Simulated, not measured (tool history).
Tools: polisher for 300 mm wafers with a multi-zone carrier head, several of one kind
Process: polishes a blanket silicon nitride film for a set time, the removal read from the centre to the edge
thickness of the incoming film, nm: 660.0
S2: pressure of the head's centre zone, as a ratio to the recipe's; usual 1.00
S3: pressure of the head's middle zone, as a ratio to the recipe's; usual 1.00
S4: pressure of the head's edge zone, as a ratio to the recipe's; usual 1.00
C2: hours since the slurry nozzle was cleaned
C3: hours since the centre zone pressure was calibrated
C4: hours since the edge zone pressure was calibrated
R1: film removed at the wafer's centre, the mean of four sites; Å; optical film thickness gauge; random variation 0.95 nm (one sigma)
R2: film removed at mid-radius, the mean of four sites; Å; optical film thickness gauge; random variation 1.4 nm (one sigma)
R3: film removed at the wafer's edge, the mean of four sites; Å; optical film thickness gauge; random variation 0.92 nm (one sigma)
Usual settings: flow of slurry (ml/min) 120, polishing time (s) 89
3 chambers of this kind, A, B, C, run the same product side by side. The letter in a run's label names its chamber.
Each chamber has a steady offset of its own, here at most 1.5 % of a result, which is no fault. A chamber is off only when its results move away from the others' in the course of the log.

Run 1C, hour 5.6: usual settings; wafers polished on this pad 106; C2 114.2; C3 87.4; C4 360.0. Result: R1 1144.30 Å, R2 1147.5 Å, R3 1167.1 Å.
Run 2B, hour 8.9: usual settings; wafers polished on this pad 1276; C2 703.2; C3 1561.8; C4 402.3. Result: R1 1127.10 Å, R2 1138.4 Å, R3 1113.4 Å.
At hour 9.0: chamber C: edge zone pressure recalibrated.
Run 3A, hour 15.1: usual settings; wafers polished on this pad 302; C2 286.2; C3 941.0; C4 799.0. Result: R1 1157.10 Å, R2 1166.6 Å, R3 1130.4 Å.
Run 4B, hour 21.3: usual settings; wafers polished on this pad 1378; C2 715.6; C3 1574.2; C4 414.7. Result: R1 1136.20 Å, R2 1126.0 Å, R3 1122.8 Å.
At hour 23.0: chamber B: centre zone pressure recalibrated.
Run 5A, hour 27.4: usual settings; wafers polished on this pad 403; C2 298.5; C3 953.3; C4 811.3. Result: R1 1132.70 Å, R2 1131.0 Å, R3 1119.8 Å.
Run 6C, hour 32.1: usual settings; wafers polished on this pad 325; C2 140.7; C3 113.9; C4 23.2. Result: R1 1123.60 Å, R2 1147.4 Å, R3 1150.5 Å.
At hour 37.2: chamber B: worn pad replaced by a new one.
Run 7B, hour 38.7: usual settings; wafers polished on this pad 12; C2 733.0; C3 15.8; C4 432.1. Result: R1 1142.40 Å, R2 1121.2 Å, R3 1129.4 Å.
Run 8A, hour 42.8: usual settings; wafers polished on this pad 530; C2 313.9; C3 968.7; C4 826.7. Result: R1 1145.20 Å, R2 1144.8 Å, R3 1140.4 Å.
Run 9C, hour 49.1: usual settings but flow of slurry (ml/min) 145, S3 1.06; wafers polished on this pad 465; C2 157.7; C3 130.9; C4 40.2. Result: R1 1194.60 Å, R2 1281.7 Å, R3 1167.3 Å.
Run 10A, hour 55.3: usual settings but flow of slurry (ml/min) 145, S3 1.06; wafers polished on this pad 633; C2 326.4; C3 981.2; C4 839.2. Result: R1 1191.30 Å, R2 1268.2 Å, R3 1183.4 Å.
At hour 57.2: chamber A: worn pad replaced by a new one.
Run 11B, hour 58.6: usual settings but flow of slurry (ml/min) 145, S3 1.06; wafers polished on this pad 176; C2 752.9; C3 35.7; C4 452.0. Result: R1 1189.20 Å, R2 1240.6 Å, R3 1159.5 Å.
At hour 58.8: chamber A: centre zone pressure recalibrated.
Run 12C, hour 64.2: usual settings; wafers polished on this pad 590; C2 172.8; C3 146.0; C4 55.3. Result: R1 1130.50 Å, R2 1141.3 Å, R3 1142.8 Å.
Run 13B, hour 68.5: usual settings but S3 0.96, polishing time (s) 113; wafers polished on this pad 258; C2 762.8; C3 45.6; C4 461.9. Result: R1 1461.90 Å, R2 1391.3 Å, R3 1433.9 Å.
At hour 69.6: chamber A: slurry nozzle cleaned.
Run 14C, hour 73.9: usual settings but S3 0.96, polishing time (s) 113; wafers polished on this pad 670; C2 182.5; C3 155.7; C4 65.0. Result: R1 1442.20 Å, R2 1407.0 Å, R3 1444.8 Å.
Run 15A, hour 79.6: usual settings but S3 0.96, polishing time (s) 113; wafers polished on this pad 185; C2 10.1; C3 20.8; C4 863.5. Result: R1 1444.70 Å, R2 1384.9 Å, R3 1475.4 Å.
Run 16A, hour 82.9: usual settings; wafers polished on this pad 212; C2 13.4; C3 24.1; C4 866.8. Result: R1 1124.30 Å, R2 1145.6 Å, R3 1130.8 Å.
At hour 83.9: chamber B: slurry nozzle cleaned.
At hour 87.5: chamber C: slurry nozzle cleaned.
Run 17C, hour 88.9: usual settings but S2 0.89; wafers polished on this pad 793; C2 1.4; C3 170.7; C4 80.0. Result: R1 1003.80 Å, R2 1122.0 Å, R3 1146.4 Å.
Run 18B, hour 92.5: usual settings but S2 0.89; wafers polished on this pad 456; C2 8.6; C3 69.6; C4 485.9. Result: R1 998.75 Å, R2 1128.5 Å, R3 1118.1 Å.
At hour 94.4: chamber C: worn pad replaced by a new one.
Run 19C, hour 97.4: usual settings but S2 0.89; wafers polished on this pad 25; C2 9.9; C3 179.2; C4 88.5. Result: R1 1006.10 Å, R2 1158.3 Å, R3 1154.3 Å.
Run 20B, hour 101.4: usual settings; wafers polished on this pad 529; C2 17.5; C3 78.5; C4 494.8. Result: R1 1129.50 Å, R2 1148.5 Å, R3 1118.8 Å.
Run 21A, hour 107.4: usual settings; wafers polished on this pad 414; C2 37.9; C3 48.6; C4 891.3. Result: R1 1133.50 Å, R2 1141.1 Å, R3 1116.4 Å.
Run 22A, hour 112.4: usual settings; wafers polished on this pad 455; C2 42.9; C3 53.6; C4 896.3. Result: R1 1137.40 Å, R2 1146.2 Å, R3 1134.6 Å.
Run 23C, hour 116.3: usual settings; wafers polished on this pad 181; C2 28.8; C3 198.1; C4 107.4. Result: R1 1142.70 Å, R2 1144.8 Å, R3 1153.1 Å.
Run 24B, hour 121.4: usual settings; wafers polished on this pad 694; C2 37.5; C3 98.5; C4 514.8. Result: R1 1147.30 Å, R2 1123.2 Å, R3 1139.5 Å.
Run 25A, hour 125.0: usual settings; wafers polished on this pad 559; C2 55.5; C3 66.2; C4 908.9. Result: R1 1141.40 Å, R2 1123.3 Å, R3 1124.3 Å.
Run 26C, hour 129.3: usual settings; wafers polished on this pad 288; C2 41.8; C3 211.1; C4 120.4. Result: R1 1151.80 Å, R2 1120.7 Å, R3 1154.0 Å.
Run 27B, hour 134.2: usual settings; wafers polished on this pad 800; C2 50.3; C3 111.3; C4 527.6. Result: R1 1132.40 Å, R2 1143.6 Å, R3 1144.4 Å.
Run 28C, hour 137.3: usual settings; wafers polished on this pad 354; C2 49.8; C3 219.1; C4 128.4. Result: R1 1131.40 Å, R2 1135.0 Å, R3 1151.5 Å.
Run 29B, hour 140.9: usual settings; wafers polished on this pad 855; C2 57.0; C3 118.0; C4 534.3. Result: R1 1142.10 Å, R2 1125.1 Å, R3 1130.8 Å.
At hour 142.8: chamber A: worn pad replaced by a new one.
Run 30A, hour 145.4: usual settings; wafers polished on this pad 21; C2 75.9; C3 86.6; C4 929.3. Result: R1 1139.90 Å, R2 1126.1 Å, R3 1145.4 Å.
Run 31A, hour 150.7: usual settings; wafers polished on this pad 65; C2 81.2; C3 91.9; C4 934.6. Result: R1 1146.90 Å, R2 1122.5 Å, R3 1149.3 Å.
Run 32B, hour 155.2: usual settings; wafers polished on this pad 973; C2 71.3; C3 132.3; C4 548.6. Result: R1 1146.50 Å, R2 1152.3 Å, R3 1144.0 Å.
Run 33C, hour 159.2: usual settings; wafers polished on this pad 534; C2 71.7; C3 241.0; C4 150.3. Result: R1 1135.30 Å, R2 1145.4 Å, R3 1160.2 Å.
Run 34C, hour 164.9: usual settings; wafers polished on this pad 581; C2 77.4; C3 246.7; C4 156.0. Result: R1 1146.30 Å, R2 1126.8 Å, R3 1143.2 Å.
Run 35B, hour 171.3: usual settings but S2 0.90, S4 1.04; wafers polished on this pad 1106; C2 87.4; C3 148.4; C4 564.7. Result: R1 1005.20 Å, R2 1109.8 Å, R3 1150.6 Å.
Run 36A, hour 174.8: usual settings but S2 0.90, S4 1.04; wafers polished on this pad 264; C2 105.3; C3 116.0; C4 958.7. Result: R1 1011.20 Å, R2 1134.8 Å, R3 1165.9 Å.
At hour 177.4: chamber C: worn pad replaced by a new one.
Run 37A, hour 179.6: usual settings but S2 0.90, S4 1.04; wafers polished on this pad 303; C2 110.1; C3 120.8; C4 963.5. Result: R1 1021.60 Å, R2 1150.5 Å, R3 1162.5 Å.
Run 38B, hour 182.6: usual settings; wafers polished on this pad 1199; C2 98.7; C3 159.7; C4 576.0. Result: R1 1139.10 Å, R2 1106.8 Å, R3 1143.1 Å.
Run 39C, hour 188.6: usual settings; wafers polished on this pad 92; C2 101.1; C3 270.4; C4 179.7. Result: R1 1144.50 Å, R2 1152.8 Å, R3 1158.5 Å.
Run 40C, hour 191.9: usual settings; wafers polished on this pad 120; C2 104.4; C3 273.7; C4 183.0. Result: R1 1123.70 Å, R2 1161.8 Å, R3 1169.0 Å.
Run 41A, hour 195.6: usual settings; wafers polished on this pad 435; C2 126.1; C3 136.8; C4 979.5. Result: R1 1146.30 Å, R2 1160.3 Å, R3 1133.5 Å.

Is one chamber off against the others, does the gauge drift, or is nothing wrong? If a chamber is off, say which, and what the likeliest cause is.

No chamber stands off beyond its own small offset, and the gauge holds steady.
